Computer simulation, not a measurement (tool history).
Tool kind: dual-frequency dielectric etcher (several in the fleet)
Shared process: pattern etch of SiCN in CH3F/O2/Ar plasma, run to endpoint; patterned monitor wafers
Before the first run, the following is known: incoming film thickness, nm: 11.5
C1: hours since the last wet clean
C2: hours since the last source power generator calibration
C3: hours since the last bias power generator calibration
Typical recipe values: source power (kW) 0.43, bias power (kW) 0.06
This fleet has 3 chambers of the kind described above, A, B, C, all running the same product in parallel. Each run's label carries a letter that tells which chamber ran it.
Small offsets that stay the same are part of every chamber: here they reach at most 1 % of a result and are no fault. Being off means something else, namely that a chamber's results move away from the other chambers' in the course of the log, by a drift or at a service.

Run 1A, hour 4: usual settings; C1 386.9; C2 2119.9; C3 1090.9. Result: endpoint time (s) 31.503.
Run 2C, hour 6.7: usual settings; C1 398.6; C2 1579; C3 695.3. Result: endpoint time (s) 31.977.
Run 3B, hour 10.5: usual settings; C1 441.2; C2 4309.7; C3 3440.2. Result: endpoint time (s) 32.001.
Run 4B, hour 13.2: usual settings; C1 443.9; C2 4312.4; C3 3442.9. Result: endpoint time (s) 31.774.
Run 5C, hour 16: usual settings; C1 407.9; C2 1588.3; C3 704.6. Result: endpoint time (s) 31.811.
Run 6A, hour 18.7: usual settings; C1 401.6; C2 2134.6; C3 1105.6. Result: endpoint time (s) 31.821.
Run 7C, hour 20.6: usual settings; C1 412.5; C2 1592.9; C3 709.2. Result: endpoint time (s) 31.774.
Run 8A, hour 24.1: usual settings; C1 407; C2 2140; C3 1111. Result: endpoint time (s) 31.564.
Run 9B, hour 27.5: usual settings; C1 458.2; C2 4326.7; C3 3457.2. Result: endpoint time (s) 31.797.
Run 10B, hour 30.6: usual settings; C1 461.3; C2 4329.8; C3 3460.3. Result: endpoint time (s) 31.411.
At hour 32.6: chamber A: wet clean of the chamber.
Run 11A, hour 34.3: usual settings; C1 1.7; C2 2150.2; C3 1121.2. Result: endpoint time (s) 31.752.
Run 12C, hour 36.2: usual settings; C1 428.1; C2 1608.5; C3 724.8. Result: endpoint time (s) 31.858.
Run 13B, hour 40.2: usual settings; C1 470.9; C2 4339.4; C3 3469.9. Result: endpoint time (s) 31.543.
Run 14A, hour 42.6: usual settings; C1 10; C2 2158.5; C3 1129.5. Result: endpoint time (s) 31.737.
Run 15C, hour 44.7: usual settings; C1 436.6; C2 1617; C3 733.3. Result: endpoint time (s) 31.973.
Run 16A, hour 47: usual settings; C1 14.4; C2 2162.9; C3 1133.9. Result: endpoint time (s) 31.428.
Run 17C, hour 50.3: usual settings; C1 442.2; C2 1622.6; C3 738.9. Result: endpoint time (s) 31.666.
Run 18B, hour 52.2: usual settings; C1 482.9; C2 4351.4; C3 3481.9. Result: endpoint time (s) 31.721.
At hour 52.3: chamber B: wet clean of the chamber.
Run 19B, hour 55.7: usual settings but source power (kW) 0.48; C1 3.5; C2 4354.9; C3 3485.4. Result: endpoint time (s) 28.97.
Run 20C, hour 57.9: usual settings but source power (kW) 0.48; C1 449.8; C2 1630.2; C3 746.5. Result: endpoint time (s) 30.385.
Run 21A, hour 61: usual settings but source power (kW) 0.48; C1 28.4; C2 2176.9; C3 1147.9. Result: endpoint time (s) 30.206.
Run 22C, hour 64.5: usual settings; C1 456.4; C2 1636.8; C3 753.1. Result: endpoint time (s) 31.573.
Run 23A, hour 68.3: usual settings but bias power (kW) 0.07; C1 35.7; C2 2184.2; C3 1155.2. Result: endpoint time (s) 30.305.
Run 24B, hour 71.2: usual settings but bias power (kW) 0.07; C1 19; C2 4370.4; C3 3500.9. Result: endpoint time (s) 28.63.
Run 25A, hour 74.3: usual settings but bias power (kW) 0.07; C1 41.7; C2 2190.2; C3 1161.2. Result: endpoint time (s) 29.937.
Run 26C, hour 78.4: usual settings but bias power (kW) 0.048; C1 470.3; C2 1650.7; C3 767. Result: endpoint time (s) 34.229.
Run 27B, hour 81.6: usual settings but bias power (kW) 0.048; C1 29.4; C2 4380.8; C3 3511.3. Result: endpoint time (s) 32.425.
Run 28A, hour 85.5: usual settings but bias power (kW) 0.048; C1 52.9; C2 2201.4; C3 1172.4. Result: endpoint time (s) 34.22.

Has any chamber moved away from the others, gradually or after a service, or does the common gauge drift, or do the chambers differ only by their own small steady offsets? State the chamber and the most likely cause if one applies.

Chamber B has stood off from the others ever since a service on it.
Most likely cause: etch rate over this chamber's usual, % = 4.97.

Below are 4 candidate recipes for chamber B's next run, each the usual settings with a change, their results shown as question marks. Which of them brings B's results back in line with what the other chambers give on the usual settings?
Allowed miss from the other chambers' usual-settings mean, per result, to count as in line: endpoint time (s) 0.69
Run 29B-1, hour 88.5: usual settings but source power (kW) 0.45. Result: endpoint time (s) ?.
Run 29B-2, hour 88.5: usual settings but source power (kW) 0.42, bias power (kW) 0.059. Result: endpoint time (s) ?.
Run 29B-3, hour 88.5: usual settings but source power (kW) 0.4, bias power (kW) 0.056. Result: endpoint time (s) ?.
Run 29B-4, hour 88.5: usual settings but bias power (kW) 0.069. Result: endpoint time (s) ?.

The mean the other chambers reach with the usual settings: endpoint time (s) 31.801
  run  endpoint time (s)
29B-1             29.583
29B-2             30.535
29B-3             31.654
29B-4             28.676
With 29B-3, the chamber falls back in line with the rest.
